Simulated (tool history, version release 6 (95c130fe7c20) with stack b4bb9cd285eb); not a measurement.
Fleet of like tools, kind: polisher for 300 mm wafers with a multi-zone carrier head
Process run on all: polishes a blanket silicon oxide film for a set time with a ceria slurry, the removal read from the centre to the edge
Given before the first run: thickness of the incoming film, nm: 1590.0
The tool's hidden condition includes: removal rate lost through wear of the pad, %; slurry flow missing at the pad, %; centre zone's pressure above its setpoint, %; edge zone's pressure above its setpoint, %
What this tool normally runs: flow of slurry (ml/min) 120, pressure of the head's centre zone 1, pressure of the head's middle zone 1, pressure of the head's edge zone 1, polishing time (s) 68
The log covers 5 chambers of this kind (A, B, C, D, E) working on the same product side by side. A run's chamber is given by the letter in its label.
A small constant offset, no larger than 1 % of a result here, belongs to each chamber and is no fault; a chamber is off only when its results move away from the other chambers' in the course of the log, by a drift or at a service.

run,day,flow of slurry (ml/min),pressure of the head's centre zone,pressure of the head's middle zone,pressure of the head's edge zone,polishing time (s),wafers polished on this pad,hours since the slurry nozzle was cleaned,hours since the centre zone pressure was calibrated,hours since the edge zone pressure was calibrated,film removed at the wafer's centre (nm),film removed at mid-radius (nm),film removed at the wafer's edge (nm)
1B,0.179,120,1,1,1,68,1020,143,1236.9,27.4,231.51,228.86,231.37
2C,0.462,120,1,1,1,68,500,158.3,152.5,229,233.27,230.58,230.99
3E,0.833,120,1,1,1,68,592,67.7,402.1,243.2,230.88,231.25,230.97
# day 1.029: chamber C: worn pad replaced by a new one
4A,1.104,120,1,1,1,68,517,110.7,58.8,557.1,230.34,233.91,227.78
5D,1.317,120,1,1,1,68,1049,783.1,446.7,592.3,226.31,224.45,232.52
# day 1.588: chamber B: worn pad replaced by a new one
6A,1.683,120,1,1,1,68,659,124.6,72.7,571,231.01,231.68,229.21
# day 1.979: chamber D: slurry nozzle cleaned
7D,1.988,120,1,1,1,68,1213,0.2,462.8,608.4,230.8,230.73,229.8
# day 2.158: chamber D: worn pad replaced by a new one
# day 2.317: chamber B: centre zone pressure recalibrated
# day 2.329: chamber A: worn pad replaced by a new one
8C,2.375,120,1,1,1,68,329,204.2,198.4,274.9,230.25,238.56,234.08
9E,2.696,120,0.9,1.09,1,68,1048,112.4,446.8,287.9,205.45,251.9,231.57
10B,2.921,120,0.9,1.09,1,68,327,208.8,14.6,93.2,203.39,247.97,227.86
# day 2.958: chamber C: slurry nozzle cleaned
11A,3.167,120,0.9,1.09,1,68,205,160.2,108.3,606.6,202.65,250.07,232.69
12B,3.5,120,0.9,1.09,1,68,469,222.7,28.5,107.1,204.4,244.84,228.43
13D,3.779,120,0.9,1.09,1,68,397,43.2,505.8,651.4,203.85,248.29,228.71
# day 3.792: chamber C: worn pad replaced by a new one
14C,4.092,120,1,1,1,68,74,27.3,239.6,316.1,232.57,229.51,230.39
15E,4.275,120,1,1,1,68,1435,150.3,484.7,325.8,221.86,226.57,221.63
16C,4.458,120,1,1,1,68,164,36.1,248.4,324.9,231.47,232.41,228.08
17A,4.654,120,1,1,1,68,570,195.9,144,642.3,230.2,228.29,226.91
18B,5.025,120,1,1,1,68,842,259.3,65.1,143.7,235.66,229.45,228.22
19E,5.35,120,1,1,1,68,1698,176.1,510.5,351.6,214.8,218.95,217.65
20D,5.529,120,1,1,1,68,826,85.2,547.8,693.4,226.44,229.56,231.24
# day 5.671: chamber A: worn pad replaced by a new one
21A,5.8,120,1,1,1,68,32,223.4,171.5,669.8,230.5,231.21,235.26
# day 5.996: chamber C: worn pad replaced by a new one
22C,6.083,145,1.11,1,1,68,21,75.1,287.4,363.9,274.28,241.55,231.71
23E,6.358,145,1.11,1,1,68,1945,200.3,534.7,375.8,248.16,221.41,220.14
24D,6.671,145,1.11,1,1,68,1106,112.6,575.2,720.8,267.91,237.58,241.26
# day 6.767: chamber D: worn pad replaced by a new one
25B,6.879,145,1.11,1,1,68,1296,303.8,109.6,188.2,267.16,232.96,235.78
# day 7.1: chamber A: edge zone pressure recalibrated
26A,7.138,145,1.11,1,1,68,360,255.5,203.6,1,274.76,238.58,237.71
27E,7.354,120,1,1,1,68,2189,224.2,558.6,399.7,207.14,212.33,205.96
28B,7.583,120,1,1,1,68,1469,320.7,126.5,205.1,229.89,232.65,227.1
29C,7.842,120,1,1,1,68,452,117.3,329.6,406.1,230.01,235.41,232.7
30D,8.212,120,1,1,1,68,354,149.6,612.2,757.8,229.97,227.45,232.66

Which is it: a chamber that has drifted or been left off by a service, a gauge drift common to all chambers, or only each chamber's usual small offset? If a chamber is off, name it and its likeliest cause.

Chamber E drifts away from the others.
What lies behind it: removal rate lost through wear of the pad, % = 12.4.
The log might look much the same if the cause were instead: slurry flow missing at the pad, %.

Chamber E could run next with any of the 4 candidate recipes listed below; each alters the usual settings, and their results appear as question marks. Which one brings its results back in line with what the other chambers deliver on the usual settings?
In line here means within this much of the mean the other chambers give on the usual settings: film removed at the wafer's centre (nm) 7.5; film removed at mid-radius (nm) 11; film removed at the wafer's edge (nm) 8.9
31E-1,8.492,115,1,1,1,60,,,,,?,?,?
31E-2,8.492,125,1,1,1,76,,,,,?,?,?
31E-3,8.492,125,1.01,1,1.01,88,,,,,?,?,?
31E-4,8.492,115,0.99,1,0.99,52,,,,,?,?,?

The other chambers' mean on the usual settings: film removed at the wafer's centre (nm) 230.57; film removed at mid-radius (nm) 230.81; film removed at the wafer's edge (nm) 230.54
run,film removed at the wafer's centre (nm),film removed at mid-radius (nm),film removed at the wafer's edge (nm)
31E-1,176.46,176.02,177.92
31E-2,228.62,227.41,228.51
31E-3,267.58,263.29,266
31E-4,151.28,152.56,153.38
31E-2 puts the chamber back in line with the other chambers.

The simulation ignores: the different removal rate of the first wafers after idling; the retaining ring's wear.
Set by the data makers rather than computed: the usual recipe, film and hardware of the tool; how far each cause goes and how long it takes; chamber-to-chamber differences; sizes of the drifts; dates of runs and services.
